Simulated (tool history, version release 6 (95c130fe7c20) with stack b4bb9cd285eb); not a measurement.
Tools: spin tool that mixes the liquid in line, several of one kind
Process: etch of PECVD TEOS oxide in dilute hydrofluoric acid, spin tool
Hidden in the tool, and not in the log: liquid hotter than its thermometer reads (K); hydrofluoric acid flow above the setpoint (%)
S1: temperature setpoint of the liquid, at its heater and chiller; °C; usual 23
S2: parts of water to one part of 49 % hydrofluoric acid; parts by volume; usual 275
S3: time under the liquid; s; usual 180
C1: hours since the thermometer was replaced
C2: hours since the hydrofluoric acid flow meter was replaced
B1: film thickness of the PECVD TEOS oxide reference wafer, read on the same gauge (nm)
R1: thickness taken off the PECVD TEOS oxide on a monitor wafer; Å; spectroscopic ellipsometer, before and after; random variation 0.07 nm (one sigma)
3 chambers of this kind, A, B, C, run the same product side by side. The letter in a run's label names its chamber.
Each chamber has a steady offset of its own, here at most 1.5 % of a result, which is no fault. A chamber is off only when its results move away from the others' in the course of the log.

| run | hour | S1 | S2 | S3 | C1 | C2 | B1 | R1 |
|---|---|---|---|---|---|---|---|---|
| 1B | 6 | 23 | 275 | 180 | 985.8 | 532.3 | 149.99 | 71.311 |
| 2C | 9.7 | 23 | 275 | 180 | 679.4 | 1074.9 | 149.98 | 70.963 |
| 3A | 15.3 | 23 | 275 | 180 | 477.1 | 193.3 | 149.99 | 70.275 |
| 4B | 18.7 | 23 | 275 | 180 | 998.5 | 545 | 149.96 | 69.881 |
| 5A | 24 | 23 | 275 | 180 | 485.8 | 202 | 150 | 70.412 |
| 6C | 29.9 | 23 | 275 | 180 | 699.6 | 1095.1 | 149.98 | 70.363 |
| 7B | 33.3 | 23 | 275 | 180 | 1013.1 | 559.6 | 149.99 | 71.605 |
| 8C | 39.9 | 23 | 275 | 180 | 709.6 | 1105.1 | 149.99 | 70.288 |
| 9A | 43.6 | 23 | 275 | 180 | 505.4 | 221.6 | 150 | 71.702 |
| 10C | 46.6 | 23 | 275 | 180 | 716.3 | 1111.8 | 150 | 70.771 |
| 11A | 50.1 | 23 | 275 | 180 | 511.9 | 228.1 | 150.01 | 69.134 |
| 12B | 54.2 | 23 | 275 | 180 | 1034 | 580.5 | 150.01 | 72.402 |
| 13A | 57.9 | 23 | 275 | 180 | 519.7 | 235.9 | 150.03 | 69.477 |
| 14B | 63.6 | 23 | 275 | 180 | 1043.4 | 589.9 | 150 | 73.044 |
| 15C | 69.8 | 23 | 275 | 180 | 739.5 | 1135 | 150.02 | 70.688 |
| 16B | 75.8 | 23 | 195 | 180 | 1055.6 | 602.1 | 150.01 | 110.49 |
| 17A | 82.4 | 23 | 195 | 180 | 544.2 | 260.4 | 150 | 107.12 |
| 18C | 88.5 | 23 | 195 | 180 | 758.2 | 1153.7 | 149.98 | 107.3 |
| 19A | 92.4 | 23 | 275 | 180 | 554.2 | 270.4 | 150 | 67.942 |
| 20B | 97.1 | 23 | 140 | 140 | 1076.9 | 623.4 | 150.02 | 127.49 |
| 21C | 103.6 | 23 | 140 | 140 | 773.3 | 1168.8 | 150.01 | 122.26 |
| 22B | 108.6 | 23 | 140 | 140 | 1088.4 | 634.9 | 150.02 | 127.23 |
| 23A | 112.1 | 20.5 | 165 | 180 | 573.9 | 290.1 | 150 | 118.13 |
| 24C | 116.4 | 20.5 | 165 | 180 | 786.1 | 1181.6 | 149.99 | 118.82 |
| 25B | 119.7 | 20.5 | 165 | 180 | 1099.5 | 646 | 150 | 127.14 |
| 26C | 123.8 | 26 | 275 | 180 | 793.5 | 1189 | 150.02 | 76.8 |
| 27A | 128 | 26 | 275 | 180 | 589.8 | 306 | 150.02 | 79.27 |
| 28A | 133.8 | 26 | 275 | 180 | 595.6 | 311.8 | 150.01 | 77.144 |
| 29B | 136.7 | 23 | 275 | 180 | 1116.5 | 663 | 149.98 | 76.354 |
| 30C | 141.5 | 23 | 275 | 180 | 811.2 | 1206.7 | 150 | 69.69 |
| 31B | 144.5 | 23 | 275 | 180 | 1124.3 | 670.8 | 150.03 | 75.778 |
| 32C | 147.9 | 23 | 325 | 180 | 817.6 | 1213.1 | 149.98 | 57.031 |
| 33A | 152.2 | 23 | 325 | 180 | 614 | 330.2 | 149.99 | 56.999 |
| 34B | 156.1 | 23 | 325 | 180 | 1135.9 | 682.4 | 149.99 | 61.595 |

What goes on in this fleet: one chamber off, a drifting gauge, or nothing beyond the chambers' own small offsets? Name the chamber and the cause, if any.

Chamber B drifts away from the others.
Cause: hydrofluoric acid flow above the setpoint (%) = 7.28.
The log may not tell that from: liquid hotter than its thermometer reads (K).

Here are 4 candidates for chamber B's next run, each the usual settings with a change, their results left as question marks. Which one brings its results back in line with what the others give on the usual settings?
In line means no further than this from the other chambers' mean on the usual settings: R1 2.5 Å
| 35B-1 | 160.9 | 23 | 270 | 180 |  |  |  | ? |
| 35B-2 | 160.9 | 23 | 280 | 180 |  |  |  | ? |
| 35B-3 | 160.9 | 23 | 275 | 165 |  |  |  | ? |
| 35B-4 | 160.9 | 23 | 265 | 190 |  |  |  | ? |

The other chambers' mean on the usual settings: R1 70.223 Å
| run | R1 |
|---|---|
| 35B-1 | 79.108 |
| 35B-2 | 75.631 |
| 35B-3 | 70.892 |
| 35B-4 | 85.445 |
35B-3 brings the chamber back in line.
